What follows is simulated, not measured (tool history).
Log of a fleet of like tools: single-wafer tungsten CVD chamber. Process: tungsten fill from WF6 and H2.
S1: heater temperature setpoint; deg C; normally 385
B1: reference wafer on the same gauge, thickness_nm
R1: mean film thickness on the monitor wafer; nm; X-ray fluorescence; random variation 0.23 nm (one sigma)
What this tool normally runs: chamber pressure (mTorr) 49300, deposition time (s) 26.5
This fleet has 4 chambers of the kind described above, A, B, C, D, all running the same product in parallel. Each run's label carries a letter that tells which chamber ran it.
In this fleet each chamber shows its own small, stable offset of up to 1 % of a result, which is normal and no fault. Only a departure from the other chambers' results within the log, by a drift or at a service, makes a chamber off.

{"run": "1C", "hour": 9.6, "S1": 385, "chamber pressure (mTorr)": 49300, "deposition time (s)": 26.5, "B1": 62.975, "R1": 73.533}
{"run": "2A", "hour": 14.5, "S1": 385, "chamber pressure (mTorr)": 49300, "deposition time (s)": 26.5, "B1": 63.006, "R1": 72.461}
{"run": "3B", "hour": 20.4, "S1": 385, "chamber pressure (mTorr)": 49300, "deposition time (s)": 26.5, "B1": 62.998, "R1": 73.136}
{"hour": 26.2, "done": "chamber D: capacitance manometer re-zeroed and calibrated"}
{"run": "4D", "hour": 28.1, "S1": 385, "chamber pressure (mTorr)": 49300, "deposition time (s)": 26.5, "B1": 63.027, "R1": 72.456}
{"run": "5B", "hour": 35.7, "S1": 385, "chamber pressure (mTorr)": 38400, "deposition time (s)": 28.2, "B1": 62.969, "R1": 69.103}
{"run": "6A", "hour": 43.0, "S1": 385, "chamber pressure (mTorr)": 38400, "deposition time (s)": 28.2, "B1": 62.99, "R1": 68.896}
{"run": "7D", "hour": 52.4, "S1": 385, "chamber pressure (mTorr)": 38400, "deposition time (s)": 28.2, "B1": 62.952, "R1": 69.312}
{"run": "8C", "hour": 58.0, "S1": 385, "chamber pressure (mTorr)": 38400, "deposition time (s)": 28.2, "B1": 63.023, "R1": 69.347}
{"run": "9B", "hour": 64.0, "S1": 375, "chamber pressure (mTorr)": 49300, "deposition time (s)": 26.5, "B1": 62.922, "R1": 59.358}
{"run": "10A", "hour": 68.9, "S1": 375, "chamber pressure (mTorr)": 49300, "deposition time (s)": 26.5, "B1": 62.991, "R1": 59.235}
{"run": "11D", "hour": 77.1, "S1": 375, "chamber pressure (mTorr)": 49300, "deposition time (s)": 26.5, "B1": 62.988, "R1": 59.463}
{"run": "12C", "hour": 84.2, "S1": 375, "chamber pressure (mTorr)": 49300, "deposition time (s)": 26.5, "B1": 63.015, "R1": 60.276}
{"run": "13B", "hour": 90.3, "S1": 385, "chamber pressure (mTorr)": 49300, "deposition time (s)": 26.5, "B1": 62.982, "R1": 72.874}
{"run": "14A", "hour": 99.7, "S1": 385, "chamber pressure (mTorr)": 49300, "deposition time (s)": 26.5, "B1": 63.021, "R1": 72.227}
{"run": "15D", "hour": 108.6, "S1": 385, "chamber pressure (mTorr)": 49300, "deposition time (s)": 26.5, "B1": 62.989, "R1": 73.083}
{"run": "16C", "hour": 117.3, "S1": 385, "chamber pressure (mTorr)": 49300, "deposition time (s)": 26.5, "B1": 63.005, "R1": 74.016}
{"run": "17B", "hour": 124.1, "S1": 385, "chamber pressure (mTorr)": 49300, "deposition time (s)": 26.5, "B1": 63.029, "R1": 72.758}
{"run": "18A", "hour": 130.8, "S1": 397, "chamber pressure (mTorr)": 49300, "deposition time (s)": 22.1, "B1": 62.962, "R1": 76.362}
{"run": "19D", "hour": 135.2, "S1": 397, "chamber pressure (mTorr)": 49300, "deposition time (s)": 22.1, "B1": 63.022, "R1": 76.646}
{"run": "20C", "hour": 140.8, "S1": 397, "chamber pressure (mTorr)": 49300, "deposition time (s)": 22.1, "B1": 63.033, "R1": 77.882}
{"run": "21D", "hour": 145.6, "S1": 397, "chamber pressure (mTorr)": 49300, "deposition time (s)": 22.1, "B1": 63.038, "R1": 76.462}
{"run": "22B", "hour": 151.1, "S1": 385, "chamber pressure (mTorr)": 49300, "deposition time (s)": 26.5, "B1": 63.003, "R1": 72.812}
{"run": "23A", "hour": 158.1, "S1": 385, "chamber pressure (mTorr)": 49300, "deposition time (s)": 26.5, "B1": 62.969, "R1": 72.154}
{"run": "24C", "hour": 163.1, "S1": 385, "chamber pressure (mTorr)": 49300, "deposition time (s)": 26.5, "B1": 63.024, "R1": 74.621}
{"run": "25C", "hour": 170.3, "S1": 385, "chamber pressure (mTorr)": 49300, "deposition time (s)": 26.5, "B1": 62.998, "R1": 74.16}
{"run": "26D", "hour": 178.2, "S1": 385, "chamber pressure (mTorr)": 49300, "deposition time (s)": 26.5, "B1": 63.003, "R1": 72.678}
{"run": "27A", "hour": 182.8, "S1": 385, "chamber pressure (mTorr)": 43600, "deposition time (s)": 26.5, "B1": 63.018, "R1": 68.463}
{"run": "28B", "hour": 189.3, "S1": 385, "chamber pressure (mTorr)": 43600, "deposition time (s)": 26.5, "B1": 62.997, "R1": 69.006}
{"run": "29D", "hour": 193.8, "S1": 385, "chamber pressure (mTorr)": 43600, "deposition time (s)": 26.5, "B1": 62.99, "R1": 68.441}
{"run": "30B", "hour": 202.5, "S1": 385, "chamber pressure (mTorr)": 43600, "deposition time (s)": 26.5, "B1": 62.965, "R1": 68.75}
{"run": "31A", "hour": 212.1, "S1": 385, "chamber pressure (mTorr)": 58400, "deposition time (s)": 26.5, "B1": 62.966, "R1": 78.244}
{"run": "32C", "hour": 221.0, "S1": 385, "chamber pressure (mTorr)": 58400, "deposition time (s)": 26.5, "B1": 62.959, "R1": 80.542}
{"hour": 225.9, "done": "chamber C: capacitance manometer re-zeroed and calibrated"}
{"run": "33C", "hour": 229.7, "S1": 385, "chamber pressure (mTorr)": 58400, "deposition time (s)": 26.5, "B1": 63.008, "R1": 80.659}
{"hour": 231.3, "done": "chamber B: thermocouple changed; heater temperature recalibrated"}
{"run": "34B", "hour": 238.8, "S1": 385, "chamber pressure (mTorr)": 58400, "deposition time (s)": 26.5, "B1": 62.974, "R1": 78.454}
{"run": "35A", "hour": 247.5, "S1": 385, "chamber pressure (mTorr)": 49300, "deposition time (s)": 26.5, "B1": 63.046, "R1": 71.961}
{"run": "36D", "hour": 253.6, "S1": 385, "chamber pressure (mTorr)": 49300, "deposition time (s)": 26.5, "B1": 62.967, "R1": 72.595}

The same settings go to every chamber for the next run, one line per chamber below. Forecast the results for each:
{"run": "37A", "hour": 260.6, "S1": 385, "chamber pressure (mTorr)": 49300, "deposition time (s)": 26.5, "R1": "?"}
{"run": "37B", "hour": 260.6, "S1": 385, "chamber pressure (mTorr)": 49300, "deposition time (s)": 26.5, "R1": "?"}
{"run": "37C", "hour": 260.6, "S1": 385, "chamber pressure (mTorr)": 49300, "deposition time (s)": 26.5, "R1": "?"}
{"run": "37D", "hour": 260.6, "S1": 385, "chamber pressure (mTorr)": 49300, "deposition time (s)": 26.5, "R1": "?"}

run=37A R1=72.949
run=37B R1=72.829
run=37C R1=75.258
run=37D R1=73.067
